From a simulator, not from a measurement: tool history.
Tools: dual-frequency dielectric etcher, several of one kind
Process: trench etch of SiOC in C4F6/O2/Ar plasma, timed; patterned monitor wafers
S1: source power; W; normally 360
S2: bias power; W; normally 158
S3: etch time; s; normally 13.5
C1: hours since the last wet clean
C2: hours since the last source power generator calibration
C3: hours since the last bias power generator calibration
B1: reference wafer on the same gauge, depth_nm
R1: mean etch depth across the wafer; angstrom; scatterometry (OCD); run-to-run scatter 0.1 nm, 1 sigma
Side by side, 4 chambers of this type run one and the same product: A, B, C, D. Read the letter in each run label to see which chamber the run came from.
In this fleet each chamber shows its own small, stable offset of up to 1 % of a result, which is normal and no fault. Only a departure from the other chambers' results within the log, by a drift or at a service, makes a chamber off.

| run | day | S1 | S2 | S3 | C1 | C2 | C3 | B1 | R1 |
|---|---|---|---|---|---|---|---|---|---|
| 1D | 0.329 | 360 | 158 | 13.5 | 345.4 | 899.0 | 1645.5 | 23.011 | 261.46 |
| 2B | 0.704 | 360 | 158 | 13.5 | 315.4 | 1998.7 | 1261.2 | 22.997 | 258.38 |
| 3A | 1.046 | 360 | 158 | 13.5 | 232.3 | 441.5 | 1322.7 | 23.008 | 257.88 |
| 4C | 1.379 | 360 | 158 | 13.5 | 316.6 | 1159.3 | 1718.3 | 23.006 | 258.59 |
| 5A | 1.692 | 360 | 158 | 13.5 | 247.8 | 457.0 | 1338.2 | 22.990 | 258.60 |
| 6D | 1.996 | 360 | 158 | 13.5 | 385.4 | 939.0 | 1685.5 | 23.027 | 260.45 |
| 7C | 2.325 | 360 | 158 | 13.5 | 339.3 | 1182.0 | 1741.0 | 22.971 | 258.08 |
| 8B | 2.546 | 360 | 158 | 13.5 | 359.6 | 2042.9 | 1305.4 | 22.997 | 257.84 |
| 9B | 2.900 | 360 | 158 | 13.5 | 368.1 | 2051.4 | 1313.9 | 23.009 | 255.73 |
| 10D | 3.267 | 360 | 158 | 13.5 | 415.9 | 969.5 | 1716.0 | 23.010 | 260.79 |
| 11C | 3.542 | 360 | 158 | 13.5 | 368.5 | 1211.2 | 1770.2 | 22.989 | 259.71 |
| 12A | 3.825 | 360 | 158 | 13.5 | 299.0 | 508.2 | 1389.4 | 23.010 | 256.47 |
| 13D | 4.204 | 310 | 158 | 16.0 | 438.4 | 992.0 | 1738.5 | 22.994 | 292.42 |
| 14A | 4.492 | 310 | 158 | 16.0 | 315.0 | 524.2 | 1405.4 | 22.987 | 289.61 |
| 15B | 4.838 | 310 | 158 | 16.0 | 414.6 | 2097.9 | 1360.4 | 23.009 | 288.80 |
| 16C | 5.096 | 310 | 158 | 16.0 | 405.8 | 1248.5 | 1807.5 | 22.986 | 289.72 |
| 17B | 5.496 | 360 | 158 | 13.5 | 430.4 | 2113.7 | 1376.2 | 22.996 | 259.53 |
| 18D | 5.750 | 360 | 158 | 13.5 | 475.5 | 1029.1 | 1775.6 | 23.015 | 261.58 |
| 19C | 5.967 | 360 | 158 | 13.5 | 426.7 | 1269.4 | 1828.4 | 23.009 | 258.42 |
| 20A | 6.238 | 360 | 158 | 13.5 | 356.9 | 566.1 | 1447.3 | 23.008 | 258.17 |
|  | 6.246 | chamber D: wet clean of the chamber |
| 21D | 6.504 | 360 | 158 | 13.5 | 6.2 | 1047.2 | 1793.7 | 22.984 | 262.60 |
| 22B | 6.742 | 360 | 158 | 13.5 | 460.3 | 2143.6 | 1406.1 | 23.014 | 258.20 |
| 23A | 6.971 | 360 | 158 | 13.5 | 374.5 | 583.7 | 1464.9 | 23.019 | 258.39 |
| 24C | 7.242 | 360 | 158 | 13.5 | 457.3 | 1300.0 | 1859.0 | 23.011 | 259.72 |

Which is it: a chamber that has drifted or been left off by a service, a gauge drift common to all chambers, or only each chamber's usual small offset? If a chamber is off, name it and its likeliest cause.

No chamber stands off beyond its own small offset, and the gauge holds steady.
